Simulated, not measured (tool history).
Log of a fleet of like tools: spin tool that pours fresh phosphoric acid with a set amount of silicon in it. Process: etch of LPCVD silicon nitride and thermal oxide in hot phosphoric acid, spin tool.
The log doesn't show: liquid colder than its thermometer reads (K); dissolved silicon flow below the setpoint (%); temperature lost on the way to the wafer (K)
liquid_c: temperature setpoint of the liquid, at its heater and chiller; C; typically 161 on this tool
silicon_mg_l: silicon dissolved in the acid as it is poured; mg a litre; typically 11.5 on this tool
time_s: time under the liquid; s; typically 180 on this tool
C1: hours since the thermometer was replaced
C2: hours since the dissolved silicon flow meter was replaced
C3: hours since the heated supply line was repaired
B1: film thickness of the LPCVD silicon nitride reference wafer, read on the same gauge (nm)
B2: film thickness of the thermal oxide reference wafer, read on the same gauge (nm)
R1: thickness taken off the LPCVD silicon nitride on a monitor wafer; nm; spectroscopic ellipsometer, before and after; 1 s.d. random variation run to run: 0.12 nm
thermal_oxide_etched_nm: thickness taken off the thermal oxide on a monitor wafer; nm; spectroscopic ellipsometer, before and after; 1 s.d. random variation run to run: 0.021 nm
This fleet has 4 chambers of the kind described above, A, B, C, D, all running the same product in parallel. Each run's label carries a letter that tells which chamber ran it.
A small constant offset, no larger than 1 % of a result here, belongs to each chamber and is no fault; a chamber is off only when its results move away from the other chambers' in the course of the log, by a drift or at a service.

{"run": "1B", "hour": 9.7, "liquid_c": 161, "silicon_mg_l": 11.5, "time_s": 180, "C1": 1152.9, "C2": 1222.8, "C3": 2107.8, "B1": 70.005, "B2": 89.979, "R1": 17.595, "thermal_oxide_etched_nm": 0.40922}
{"run": "2A", "hour": 19.8, "liquid_c": 161, "silicon_mg_l": 11.5, "time_s": 180, "C1": 332, "C2": 801.1, "C3": 2047.1, "B1": 70.011, "B2": 90.004, "R1": 17.385, "thermal_oxide_etched_nm": 0.45662}
{"run": "3D", "hour": 27.7, "liquid_c": 161, "silicon_mg_l": 11.5, "time_s": 180, "C1": 878.3, "C2": 1221.4, "C3": 974.8, "B1": 70.009, "B2": 90.007, "R1": 17.452, "thermal_oxide_etched_nm": 0.4018}
{"run": "4C", "hour": 36.8, "liquid_c": 161, "silicon_mg_l": 11.5, "time_s": 180, "C1": 607.9, "C2": 67.2, "C3": 1018.5, "B1": 69.984, "B2": 90.004, "R1": 17.429, "thermal_oxide_etched_nm": 0.47326}
{"run": "5B", "hour": 44.3, "liquid_c": 161, "silicon_mg_l": 11.5, "time_s": 180, "C1": 1187.5, "C2": 1257.4, "C3": 2142.4, "B1": 70.002, "B2": 89.992, "R1": 17.511, "thermal_oxide_etched_nm": 0.37731}
{"run": "6D", "hour": 52.8, "liquid_c": 161, "silicon_mg_l": 11.5, "time_s": 265, "C1": 903.4, "C2": 1246.5, "C3": 999.9, "B1": 70.012, "B2": 90.005, "R1": 25.518, "thermal_oxide_etched_nm": 0.61137}
{"run": "7A", "hour": 58.7, "liquid_c": 161, "silicon_mg_l": 11.5, "time_s": 265, "C1": 370.9, "C2": 840, "C3": 2086, "B1": 69.997, "B2": 90.005, "R1": 25.788, "thermal_oxide_etched_nm": 0.58171}
{"run": "8C", "hour": 66.7, "liquid_c": 161, "silicon_mg_l": 11.5, "time_s": 265, "C1": 637.8, "C2": 97.1, "C3": 1048.4, "B1": 70.017, "B2": 90.008, "R1": 25.594, "thermal_oxide_etched_nm": 0.61571}
{"run": "9D", "hour": 73.2, "liquid_c": 161, "silicon_mg_l": 11.5, "time_s": 265, "C1": 923.8, "C2": 1266.9, "C3": 1020.3, "B1": 70.008, "B2": 90.013, "R1": 25.872, "thermal_oxide_etched_nm": 0.59728}
{"run": "10A", "hour": 83.7, "liquid_c": 161, "silicon_mg_l": 11.5, "time_s": 180, "C1": 395.9, "C2": 865, "C3": 2111, "B1": 70.004, "B2": 89.999, "R1": 17.396, "thermal_oxide_etched_nm": 0.41155}
{"run": "11B", "hour": 92.6, "liquid_c": 161, "silicon_mg_l": 11.5, "time_s": 180, "C1": 1235.8, "C2": 1305.7, "C3": 2190.7, "B1": 70.014, "B2": 90.006, "R1": 17.538, "thermal_oxide_etched_nm": 0.38671}
{"run": "12C", "hour": 100.5, "liquid_c": 161, "silicon_mg_l": 11.5, "time_s": 180, "C1": 671.6, "C2": 130.9, "C3": 1082.2, "B1": 70.002, "B2": 89.989, "R1": 17.298, "thermal_oxide_etched_nm": 0.39246}
{"run": "13D", "hour": 109.4, "liquid_c": 161, "silicon_mg_l": 11.5, "time_s": 180, "C1": 960, "C2": 1303.1, "C3": 1056.5, "B1": 70.022, "B2": 90.014, "R1": 17.24, "thermal_oxide_etched_nm": 0.42177}
{"run": "14B", "hour": 115.2, "liquid_c": 161, "silicon_mg_l": 11.5, "time_s": 180, "C1": 1258.4, "C2": 1328.3, "C3": 2213.3, "B1": 69.986, "B2": 89.99, "R1": 17.511, "thermal_oxide_etched_nm": 0.39118}
{"run": "15C", "hour": 124.5, "liquid_c": 161, "silicon_mg_l": 11.5, "time_s": 180, "C1": 695.6, "C2": 154.9, "C3": 1106.2, "B1": 69.991, "B2": 90.001, "R1": 17.229, "thermal_oxide_etched_nm": 0.40727}
{"run": "16A", "hour": 130.3, "liquid_c": 161, "silicon_mg_l": 11.5, "time_s": 180, "C1": 442.5, "C2": 911.6, "C3": 2157.6, "B1": 70.014, "B2": 89.989, "R1": 17.504, "thermal_oxide_etched_nm": 0.44198}
{"run": "17A", "hour": 136.8, "liquid_c": 161, "silicon_mg_l": 11.5, "time_s": 180, "C1": 449, "C2": 918.1, "C3": 2164.1, "B1": 69.993, "B2": 89.997, "R1": 17.458, "thermal_oxide_etched_nm": 0.3748}
{"run": "18D", "hour": 144.5, "liquid_c": 161, "silicon_mg_l": 11.5, "time_s": 180, "C1": 995.1, "C2": 1338.2, "C3": 1091.6, "B1": 69.998, "B2": 90.018, "R1": 17.532, "thermal_oxide_etched_nm": 0.42689}
{"run": "19B", "hour": 151.3, "liquid_c": 161, "silicon_mg_l": 8.5, "time_s": 180, "C1": 1294.5, "C2": 1364.4, "C3": 2249.4, "B1": 69.99, "B2": 90.007, "R1": 17.605, "thermal_oxide_etched_nm": 0.46806}
{"run": "20C", "hour": 159.4, "liquid_c": 161, "silicon_mg_l": 8.5, "time_s": 180, "C1": 730.5, "C2": 189.8, "C3": 1141.1, "B1": 69.987, "B2": 90.005, "R1": 16.664, "thermal_oxide_etched_nm": 0.43247}
{"run": "21C", "hour": 166.5, "liquid_c": 161, "silicon_mg_l": 8.5, "time_s": 180, "C1": 737.6, "C2": 196.9, "C3": 1148.2, "B1": 69.978, "B2": 90.002, "R1": 17.013, "thermal_oxide_etched_nm": 0.40632}
{"run": "22A", "hour": 174.9, "liquid_c": 161, "silicon_mg_l": 8.5, "time_s": 180, "C1": 487.1, "C2": 956.2, "C3": 2202.2, "B1": 69.98, "B2": 90.009, "R1": 17.46, "thermal_oxide_etched_nm": 0.45146}
{"run": "23B", "hour": 185.8, "liquid_c": 161, "silicon_mg_l": 11.5, "time_s": 180, "C1": 1329, "C2": 1398.9, "C3": 2283.9, "B1": 69.988, "B2": 89.989, "R1": 17.4, "thermal_oxide_etched_nm": 0.42018}
{"run": "24D", "hour": 195.4, "liquid_c": 159.5, "silicon_mg_l": 11.5, "time_s": 120, "C1": 1046, "C2": 1389.1, "C3": 1142.5, "B1": 70.018, "B2": 89.992, "R1": 11.217, "thermal_oxide_etched_nm": 0.24926}
{"run": "25C", "hour": 206.4, "liquid_c": 159.5, "silicon_mg_l": 11.5, "time_s": 120, "C1": 777.5, "C2": 236.8, "C3": 1188.1, "B1": 69.998, "B2": 90.004, "R1": 10.603, "thermal_oxide_etched_nm": 0.21684}
{"run": "26D", "hour": 212.1, "liquid_c": 159.5, "silicon_mg_l": 11.5, "time_s": 120, "C1": 1062.7, "C2": 1405.8, "C3": 1159.2, "B1": 70.013, "B2": 89.993, "R1": 11.061, "thermal_oxide_etched_nm": 0.25949}
{"run": "27A", "hour": 218.4, "liquid_c": 159.5, "silicon_mg_l": 11.5, "time_s": 120, "C1": 530.6, "C2": 999.7, "C3": 2245.7, "B1": 69.997, "B2": 90.012, "R1": 11.15, "thermal_oxide_etched_nm": 0.25123}
{"run": "28B", "hour": 228.6, "liquid_c": 161, "silicon_mg_l": 11.5, "time_s": 180, "C1": 1371.8, "C2": 1441.7, "C3": 2326.7, "B1": 69.993, "B2": 89.996, "R1": 17.274, "thermal_oxide_etched_nm": 0.42172}
{"run": "29D", "hour": 234.7, "liquid_c": 161, "silicon_mg_l": 11.5, "time_s": 180, "C1": 1085.3, "C2": 1428.4, "C3": 1181.8, "B1": 70.013, "B2": 90.004, "R1": 17.637, "thermal_oxide_etched_nm": 0.3909}
{"run": "30A", "hour": 243.9, "liquid_c": 161, "silicon_mg_l": 11.5, "time_s": 180, "C1": 556.1, "C2": 1025.2, "C3": 2271.2, "B1": 70.019, "B2": 89.98, "R1": 17.487, "thermal_oxide_etched_nm": 0.38188}
{"run": "31B", "hour": 249.3, "liquid_c": 161, "silicon_mg_l": 11.5, "time_s": 180, "C1": 1392.5, "C2": 1462.4, "C3": 2347.4, "B1": 69.98, "B2": 90.002, "R1": 17.42, "thermal_oxide_etched_nm": 0.39472}
{"run": "32C", "hour": 259.8, "liquid_c": 161, "silicon_mg_l": 11.5, "time_s": 180, "C1": 830.9, "C2": 290.2, "C3": 1241.5, "B1": 69.989, "B2": 89.992, "R1": 16.31, "thermal_oxide_etched_nm": 0.3599}

All chambers now run identical settings, listed one chamber a line with results as question marks. What results will each chamber show?
{"run": "33A", "hour": 267.8, "liquid_c": 161, "silicon_mg_l": 11.5, "time_s": 235, "R1": "?", "thermal_oxide_etched_nm": "?"}
{"run": "33B", "hour": 267.8, "liquid_c": 161, "silicon_mg_l": 11.5, "time_s": 235, "R1": "?", "thermal_oxide_etched_nm": "?"}
{"run": "33C", "hour": 267.8, "liquid_c": 161, "silicon_mg_l": 11.5, "time_s": 235, "R1": "?", "thermal_oxide_etched_nm": "?"}
{"run": "33D", "hour": 267.8, "liquid_c": 161, "silicon_mg_l": 11.5, "time_s": 235, "R1": "?", "thermal_oxide_etched_nm": "?"}

run=33A R1=22.831 thermal_oxide_etched_nm=0.51564
run=33B R1=22.767 thermal_oxide_etched_nm=0.55931
run=33C R1=21.252 thermal_oxide_etched_nm=0.49363
run=33D R1=22.803 thermal_oxide_etched_nm=0.55335
